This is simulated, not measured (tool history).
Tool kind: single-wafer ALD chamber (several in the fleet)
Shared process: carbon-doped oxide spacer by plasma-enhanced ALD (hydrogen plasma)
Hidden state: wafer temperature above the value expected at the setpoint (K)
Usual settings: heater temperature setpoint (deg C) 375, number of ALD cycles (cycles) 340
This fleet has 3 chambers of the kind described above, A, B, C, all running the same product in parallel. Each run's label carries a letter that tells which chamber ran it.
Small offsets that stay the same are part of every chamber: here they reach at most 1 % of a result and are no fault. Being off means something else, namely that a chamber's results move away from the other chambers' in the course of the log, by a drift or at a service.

| run | hour | heater temperature setpoint (deg C) | number of ALD cycles (cycles) | hours since the last thermocouple change | read-back reference wafer on the same gauge, thickness_nm | mean film thickness on the monitor wafer (Å) |
|---|---|---|---|---|---|---|
| 1C | 10.2 | 375 | 340 | 276.1 | 20.099 | 169.66 |
| 2B | 21.5 | 375 | 340 | 1338.5 | 20.109 | 170.85 |
| 3A | 28.1 | 375 | 340 | 734.2 | 20.106 | 169.98 |
| 4A | 41.1 | 375 | 340 | 747.2 | 20.12 | 169.61 |
| 5B | 49 | 375 | 340 | 1366 | 20.096 | 172.32 |
| 6C | 60.3 | 375 | 340 | 326.2 | 20.096 | 171.34 |
| 7B | 72.7 | 365 | 301 | 1389.7 | 20.098 | 151.19 |
| 8C | 81.8 | 365 | 301 | 347.7 | 20.101 | 152.38 |
| 9A | 94.7 | 365 | 301 | 800.8 | 20.093 | 149.24 |
| 10A | 103.7 | 375 | 340 | 809.8 | 20.102 | 169.88 |
| 11B | 115.1 | 375 | 340 | 1432.1 | 20.101 | 172.07 |
| 12C | 127 | 375 | 340 | 392.9 | 20.106 | 172.01 |
| 13C | 137 | 375 | 340 | 402.9 | 20.101 | 171.74 |
| 14B | 144.1 | 375 | 340 | 1461.1 | 20.108 | 171.89 |
| 15A | 155.3 | 375 | 340 | 861.4 | 20.114 | 171.46 |
| 16A | 165 | 375 | 340 | 871.1 | 20.098 | 169.27 |
| 17B | 173.3 | 375 | 340 | 1490.3 | 20.115 | 171.73 |
| 18C | 182.7 | 387 | 309 | 448.6 | 20.089 | 156.09 |
| 19C | 192.5 | 387 | 309 | 458.4 | 20.128 | 156.62 |
| 20B | 204.8 | 387 | 309 | 1521.8 | 20.075 | 154.54 |
| 21A | 212.5 | 375 | 340 | 918.6 | 20.109 | 169.9 |
| 22B | 219.7 | 375 | 340 | 1536.7 | 20.109 | 169.96 |

The same settings go to every chamber for the next run, one line per chamber below. Forecast the results for each:
| 23A | 229.3 | 375 | 340 |  |  | ? |
| 23B | 229.3 | 375 | 340 |  |  | ? |
| 23C | 229.3 | 375 | 340 |  |  | ? |

| run | mean film thickness on the monitor wafer (Å) |
|---|---|
| 23A | 169.68 |
| 23B | 171.85 |
| 23C | 170.71 |
